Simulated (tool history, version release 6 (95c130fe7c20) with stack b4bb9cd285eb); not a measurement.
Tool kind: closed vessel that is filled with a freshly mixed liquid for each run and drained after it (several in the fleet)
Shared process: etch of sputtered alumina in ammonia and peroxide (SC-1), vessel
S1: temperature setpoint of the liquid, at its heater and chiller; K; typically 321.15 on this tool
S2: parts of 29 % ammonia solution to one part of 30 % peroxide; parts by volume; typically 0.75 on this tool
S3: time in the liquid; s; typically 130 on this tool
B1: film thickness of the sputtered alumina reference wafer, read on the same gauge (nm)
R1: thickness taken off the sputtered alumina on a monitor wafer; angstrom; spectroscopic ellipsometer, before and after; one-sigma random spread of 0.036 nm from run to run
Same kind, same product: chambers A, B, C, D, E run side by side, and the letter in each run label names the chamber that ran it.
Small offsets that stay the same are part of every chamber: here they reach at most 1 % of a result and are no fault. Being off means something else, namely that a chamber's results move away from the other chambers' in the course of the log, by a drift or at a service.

run 1D hour=6.2 | S1=321.15 S2=0.75 S3=130 | B1=150.05 | R1=71.224
run 2C hour=12.2 | S1=321.15 S2=0.75 S3=130 | B1=149.99 | R1=70.869
run 3B hour=18.3 | S1=321.15 S2=0.75 S3=130 | B1=149.99 | R1=71.683
run 4A hour=28.3 | S1=321.15 S2=0.75 S3=130 | B1=150.06 | R1=70.617
run 5E hour=35.5 | S1=321.15 S2=0.75 S3=130 | B1=150.01 | R1=70.84
run 6E hour=42.5 | S1=321.15 S2=0.75 S3=130 | B1=149.99 | R1=70.837
run 7C hour=49.7 | S1=321.15 S2=0.75 S3=130 | B1=149.99 | R1=71.12
run 8B hour=58.1 | S1=321.15 S2=0.75 S3=130 | B1=150 | R1=70.266
run 9A hour=69.2 | S1=321.15 S2=0.75 S3=130 | B1=150.02 | R1=70.789
run 10D hour=80.9 | S1=321.15 S2=0.75 S3=130 | B1=150 | R1=71.235
run 11A hour=87.1 | S1=328.15 S2=1.05 S3=130 | B1=150.03 | R1=106.92
-- hour=96.3 chamber D: ammonia flow meter replaced
run 12E hour=97.5 | S1=328.15 S2=1.05 S3=130 | B1=149.99 | R1=107.98
run 13D hour=108 | S1=328.15 S2=1.05 S3=130 | B1=150.04 | R1=108.17
run 14C hour=113.3 | S1=328.15 S2=1.05 S3=130 | B1=150.01 | R1=107.86
run 15B hour=120.9 | S1=328.15 S2=1.05 S3=130 | B1=149.99 | R1=107.73
run 16D hour=131.7 | S1=321.15 S2=0.75 S3=130 | B1=150.04 | R1=70.807
run 17C hour=137.2 | S1=321.15 S2=0.75 S3=130 | B1=149.99 | R1=71.617
run 18B hour=147.6 | S1=321.15 S2=0.75 S3=130 | B1=150 | R1=70.812
run 19E hour=154.4 | S1=321.15 S2=0.75 S3=130 | B1=149.97 | R1=71.569
run 20A hour=161.5 | S1=321.15 S2=0.75 S3=130 | B1=149.99 | R1=71.225
run 21C hour=168.8 | S1=321.15 S2=0.75 S3=130 | B1=149.97 | R1=70.57
run 22E hour=176.8 | S1=321.15 S2=0.75 S3=130 | B1=150 | R1=70.966
run 23B hour=186.2 | S1=328.15 S2=0.75 S3=70 | B1=150.01 | R1=56.304
run 24D hour=191.9 | S1=328.15 S2=0.75 S3=70 | B1=150.02 | R1=56.265
run 25A hour=198.8 | S1=328.15 S2=0.75 S3=70 | B1=149.97 | R1=55.985
-- hour=199.5 chamber E: ammonia flow meter replaced
run 26E hour=205.6 | S1=328.15 S2=0.75 S3=70 | B1=149.99 | R1=55.608
-- hour=208.5 chamber D: new drum of ammonia solution connected
run 27B hour=214.7 | S1=328.15 S2=0.75 S3=70 | B1=150.03 | R1=55.871
-- hour=216.1 chamber A: new drum of ammonia solution connected
run 28C hour=226.5 | S1=315.15 S2=0.75 S3=195 | B1=149.99 | R1=75.824
-- hour=231.4 chamber B: new drum of ammonia solution connected
run 29D hour=237.8 | S1=315.15 S2=0.75 S3=195 | B1=149.99 | R1=75.493
run 30A hour=246 | S1=315.15 S2=0.75 S3=195 | B1=150.04 | R1=75.868
run 31B hour=256.7 | S1=315.15 S2=0.75 S3=195 | B1=149.98 | R1=74.831
run 32D hour=266.5 | S1=315.15 S2=0.75 S3=195 | B1=149.97 | R1=74.731

Does one chamber stand apart from the rest, does the shared gauge drift, or is all well apart from small per-chamber offsets? Give the chamber and the most likely cause, where there is one.

All chambers stay in line apart from their small fixed offsets, and the gauge does not drift.
